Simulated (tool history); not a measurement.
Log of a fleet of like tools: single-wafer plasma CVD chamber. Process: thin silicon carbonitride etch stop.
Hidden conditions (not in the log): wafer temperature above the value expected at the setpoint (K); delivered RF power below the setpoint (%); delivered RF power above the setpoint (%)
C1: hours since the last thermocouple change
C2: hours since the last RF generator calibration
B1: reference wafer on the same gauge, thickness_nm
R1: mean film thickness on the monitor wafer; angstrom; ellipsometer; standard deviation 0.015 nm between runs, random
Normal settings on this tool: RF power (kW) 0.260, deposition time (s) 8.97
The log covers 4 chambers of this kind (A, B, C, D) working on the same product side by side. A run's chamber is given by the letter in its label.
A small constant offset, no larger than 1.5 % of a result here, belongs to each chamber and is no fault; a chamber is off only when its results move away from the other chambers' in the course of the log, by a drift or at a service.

{"run": "1D", "hour": 5.8, "RF power (kW)": 0.26, "deposition time (s)": 8.97, "C1": 1678.8, "C2": 484.9, "B1": 6.3356, "R1": 55.735}
{"run": "2A", "hour": 13.3, "RF power (kW)": 0.26, "deposition time (s)": 8.97, "C1": 677.6, "C2": 363.7, "B1": 6.3396, "R1": 55.082}
{"run": "3B", "hour": 23.1, "RF power (kW)": 0.26, "deposition time (s)": 8.97, "C1": 67.4, "C2": 441.0, "B1": 6.3441, "R1": 54.572}
{"run": "4C", "hour": 34.3, "RF power (kW)": 0.26, "deposition time (s)": 8.97, "C1": 130.0, "C2": 475.6, "B1": 6.3364, "R1": 55.773}
{"run": "5B", "hour": 41.6, "RF power (kW)": 0.26, "deposition time (s)": 8.97, "C1": 85.9, "C2": 459.5, "B1": 6.339, "R1": 54.906}
{"run": "6C", "hour": 49.5, "RF power (kW)": 0.26, "deposition time (s)": 8.97, "C1": 145.2, "C2": 490.8, "B1": 6.3386, "R1": 55.704}
{"run": "7A", "hour": 56.6, "RF power (kW)": 0.26, "deposition time (s)": 8.97, "C1": 720.9, "C2": 407.0, "B1": 6.3415, "R1": 55.244}
{"run": "8D", "hour": 63.5, "RF power (kW)": 0.26, "deposition time (s)": 8.97, "C1": 1736.5, "C2": 542.6, "B1": 6.34, "R1": 55.856}
{"run": "9C", "hour": 74.4, "RF power (kW)": 0.26, "deposition time (s)": 8.97, "C1": 170.1, "C2": 515.7, "B1": 6.3385, "R1": 55.173}
{"run": "10B", "hour": 83.7, "RF power (kW)": 0.26, "deposition time (s)": 8.97, "C1": 128.0, "C2": 501.6, "B1": 6.3441, "R1": 54.74}
{"run": "11D", "hour": 92.8, "RF power (kW)": 0.26, "deposition time (s)": 7.74, "C1": 1765.8, "C2": 571.9, "B1": 6.3422, "R1": 48.302}
{"run": "12A", "hour": 102.1, "RF power (kW)": 0.26, "deposition time (s)": 7.74, "C1": 766.4, "C2": 452.5, "B1": 6.3393, "R1": 47.679}
{"run": "13D", "hour": 109.8, "RF power (kW)": 0.26, "deposition time (s)": 7.74, "C1": 1782.8, "C2": 588.9, "B1": 6.3414, "R1": 48.107}
{"run": "14A", "hour": 115.9, "RF power (kW)": 0.26, "deposition time (s)": 7.74, "C1": 780.2, "C2": 466.3, "B1": 6.3386, "R1": 47.77}
{"run": "15B", "hour": 121.3, "RF power (kW)": 0.26, "deposition time (s)": 8.97, "C1": 165.6, "C2": 539.2, "B1": 6.3405, "R1": 54.687}
{"run": "16C", "hour": 128.6, "RF power (kW)": 0.26, "deposition time (s)": 8.97, "C1": 224.3, "C2": 569.9, "B1": 6.3362, "R1": 55.108}
{"run": "17A", "hour": 138.6, "RF power (kW)": 0.26, "deposition time (s)": 8.97, "C1": 802.9, "C2": 489.0, "B1": 6.3426, "R1": 55.483}
{"run": "18B", "hour": 144.4, "RF power (kW)": 0.26, "deposition time (s)": 8.97, "C1": 188.7, "C2": 562.3, "B1": 6.3397, "R1": 54.67}
{"run": "19C", "hour": 154.4, "RF power (kW)": 0.26, "deposition time (s)": 8.97, "C1": 250.1, "C2": 595.7, "B1": 6.3375, "R1": 54.736}
{"run": "20D", "hour": 163.8, "RF power (kW)": 0.26, "deposition time (s)": 8.97, "C1": 1836.8, "C2": 642.9, "B1": 6.3396, "R1": 56.138}
{"run": "21C", "hour": 175.9, "RF power (kW)": 0.26, "deposition time (s)": 8.97, "C1": 271.6, "C2": 617.2, "B1": 6.3366, "R1": 54.714}
{"run": "22A", "hour": 184.3, "RF power (kW)": 0.26, "deposition time (s)": 8.97, "C1": 848.6, "C2": 534.7, "B1": 6.3419, "R1": 55.375}
{"run": "23B", "hour": 194.6, "RF power (kW)": 0.3, "deposition time (s)": 10.02, "C1": 238.9, "C2": 612.5, "B1": 6.342, "R1": 63.68}
{"run": "24D", "hour": 205.9, "RF power (kW)": 0.3, "deposition time (s)": 10.02, "C1": 1878.9, "C2": 685.0, "B1": 6.3434, "R1": 65.092}
{"run": "25A", "hour": 215.8, "RF power (kW)": 0.3, "deposition time (s)": 10.02, "C1": 880.1, "C2": 566.2, "B1": 6.342, "R1": 64.213}
{"run": "26B", "hour": 222.4, "RF power (kW)": 0.3, "deposition time (s)": 10.02, "C1": 266.7, "C2": 640.3, "B1": 6.3418, "R1": 63.717}

All chambers now run identical settings, listed one chamber a line with results as question marks. What results will each chamber show?
{"run": "27A", "hour": 231.3, "RF power (kW)": 0.26, "deposition time (s)": 8.97, "R1": "?"}
{"run": "27B", "hour": 231.3, "RF power (kW)": 0.26, "deposition time (s)": 8.97, "R1": "?"}
{"run": "27C", "hour": 231.3, "RF power (kW)": 0.26, "deposition time (s)": 8.97, "R1": "?"}
{"run": "27D", "hour": 231.3, "RF power (kW)": 0.26, "deposition time (s)": 8.97, "R1": "?"}

run=27A R1=55.196
run=27B R1=54.709
run=27C R1=54.281
run=27D R1=55.923

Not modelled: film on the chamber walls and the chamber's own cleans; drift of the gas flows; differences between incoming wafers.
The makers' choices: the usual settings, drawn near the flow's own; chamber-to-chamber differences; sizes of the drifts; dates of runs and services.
